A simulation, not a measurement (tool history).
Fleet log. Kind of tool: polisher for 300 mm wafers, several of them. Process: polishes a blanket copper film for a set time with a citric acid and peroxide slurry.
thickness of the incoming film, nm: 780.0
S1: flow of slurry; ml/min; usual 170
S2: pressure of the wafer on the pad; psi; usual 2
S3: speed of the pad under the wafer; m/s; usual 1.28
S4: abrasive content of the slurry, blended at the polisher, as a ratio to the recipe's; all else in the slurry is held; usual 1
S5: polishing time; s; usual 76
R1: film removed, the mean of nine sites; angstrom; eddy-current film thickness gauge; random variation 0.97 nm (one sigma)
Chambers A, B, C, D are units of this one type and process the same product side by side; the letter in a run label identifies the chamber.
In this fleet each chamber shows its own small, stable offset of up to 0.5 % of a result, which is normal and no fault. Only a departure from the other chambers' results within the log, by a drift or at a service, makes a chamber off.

{"run": "1C", "hour": 4.6, "S1": 170, "S2": 2, "S3": 1.28, "S4": 1, "S5": 76, "R1": 1160.1}
{"run": "2B", "hour": 12.0, "S1": 170, "S2": 2, "S3": 1.28, "S4": 1, "S5": 76, "R1": 1176.1}
{"hour": 15.4, "done": "chamber C: slurry nozzle cleaned"}
{"run": "3A", "hour": 19.5, "S1": 170, "S2": 2, "S3": 1.28, "S4": 1, "S5": 76, "R1": 1175.6}
{"hour": 20.9, "done": "chamber D: slurry nozzle cleaned"}
{"run": "4D", "hour": 24.3, "S1": 170, "S2": 2, "S3": 1.28, "S4": 1, "S5": 76, "R1": 1190}
{"run": "5A", "hour": 29.0, "S1": 170, "S2": 2, "S3": 1.28, "S4": 1, "S5": 76, "R1": 1185}
{"hour": 34.6, "done": "chamber A: worn pad replaced by a new one"}
{"run": "6D", "hour": 35.3, "S1": 170, "S2": 2, "S3": 1.28, "S4": 1, "S5": 76, "R1": 1178.7}
{"run": "7B", "hour": 42.0, "S1": 170, "S2": 2, "S3": 1.28, "S4": 1, "S5": 76, "R1": 1172.5}
{"hour": 44.2, "done": "chamber D: slurry blender recalibrated"}
{"run": "8C", "hour": 49.0, "S1": 170, "S2": 2, "S3": 1.28, "S4": 1, "S5": 76, "R1": 1180}
{"run": "9D", "hour": 55.0, "S1": 170, "S2": 2, "S3": 1.28, "S4": 1, "S5": 76, "R1": 1180.2}
{"run": "10B", "hour": 59.1, "S1": 170, "S2": 2, "S3": 1.28, "S4": 1, "S5": 76, "R1": 1176.3}
{"hour": 61.7, "done": "chamber B: slurry blender recalibrated"}
{"run": "11C", "hour": 67.4, "S1": 170, "S2": 2, "S3": 1.28, "S4": 1, "S5": 76, "R1": 1146}
{"hour": 68.9, "done": "chamber D: worn pad replaced by a new one"}
{"hour": 73.3, "done": "chamber C: worn pad replaced by a new one"}
{"run": "12A", "hour": 74.3, "S1": 170, "S2": 2, "S3": 1.28, "S4": 1, "S5": 76, "R1": 1154.6}
{"run": "13A", "hour": 80.7, "S1": 170, "S2": 2, "S3": 1.28, "S4": 1, "S5": 76, "R1": 1173.1}
{"run": "14B", "hour": 89.0, "S1": 170, "S2": 2, "S3": 0.86, "S4": 1.15, "S5": 76, "R1": 829.76}
{"run": "15C", "hour": 93.2, "S1": 170, "S2": 2, "S3": 0.86, "S4": 1.15, "S5": 76, "R1": 801.27}
{"run": "16D", "hour": 99.5, "S1": 170, "S2": 2, "S3": 0.86, "S4": 1.15, "S5": 76, "R1": 842.09}
{"run": "17B", "hour": 108.2, "S1": 170, "S2": 2, "S3": 0.86, "S4": 1.15, "S5": 76, "R1": 811.42}
{"run": "18A", "hour": 117.2, "S1": 170, "S2": 2, "S3": 1.28, "S4": 1, "S5": 76, "R1": 1192.3}
{"hour": 117.6, "done": "chamber A: slurry blender recalibrated"}
{"hour": 119.0, "done": "chamber B: head pressure recalibrated"}
{"run": "19D", "hour": 122.5, "S1": 170, "S2": 2, "S3": 1.28, "S4": 1, "S5": 76, "R1": 1196.8}
{"run": "20C", "hour": 128.2, "S1": 170, "S2": 2, "S3": 1.28, "S4": 1, "S5": 76, "R1": 1138.9}
{"run": "21A", "hour": 133.4, "S1": 170, "S2": 2, "S3": 1.28, "S4": 1, "S5": 76, "R1": 1180.8}
{"run": "22C", "hour": 138.1, "S1": 170, "S2": 2, "S3": 1.28, "S4": 1, "S5": 76, "R1": 1134.3}
{"hour": 144.9, "done": "chamber D: worn pad replaced by a new one"}
{"run": "23D", "hour": 146.4, "S1": 170, "S2": 2, "S3": 1.28, "S4": 1, "S5": 76, "R1": 1191.5}
{"run": "24B", "hour": 151.3, "S1": 170, "S2": 2, "S3": 1.28, "S4": 1, "S5": 76, "R1": 1198.6}
{"run": "25A", "hour": 159.1, "S1": 170, "S2": 2, "S3": 1.28, "S4": 1, "S5": 76, "R1": 1160.1}

Each of the 4 chambers runs these same settings next. Fill in every chamber's results:
{"run": "26A", "hour": 165.6, "S1": 225, "S2": 2, "S3": 1.28, "S4": 1, "S5": 76, "R1": "?"}
{"run": "26B", "hour": 165.6, "S1": 225, "S2": 2, "S3": 1.28, "S4": 1, "S5": 76, "R1": "?"}
{"run": "26C", "hour": 165.6, "S1": 225, "S2": 2, "S3": 1.28, "S4": 1, "S5": 76, "R1": "?"}
{"run": "26D", "hour": 165.6, "S1": 225, "S2": 2, "S3": 1.28, "S4": 1, "S5": 76, "R1": "?"}

run=26A R1=1210.5
run=26B R1=1218.9
run=26C R1=1157.6
run=26D R1=1230

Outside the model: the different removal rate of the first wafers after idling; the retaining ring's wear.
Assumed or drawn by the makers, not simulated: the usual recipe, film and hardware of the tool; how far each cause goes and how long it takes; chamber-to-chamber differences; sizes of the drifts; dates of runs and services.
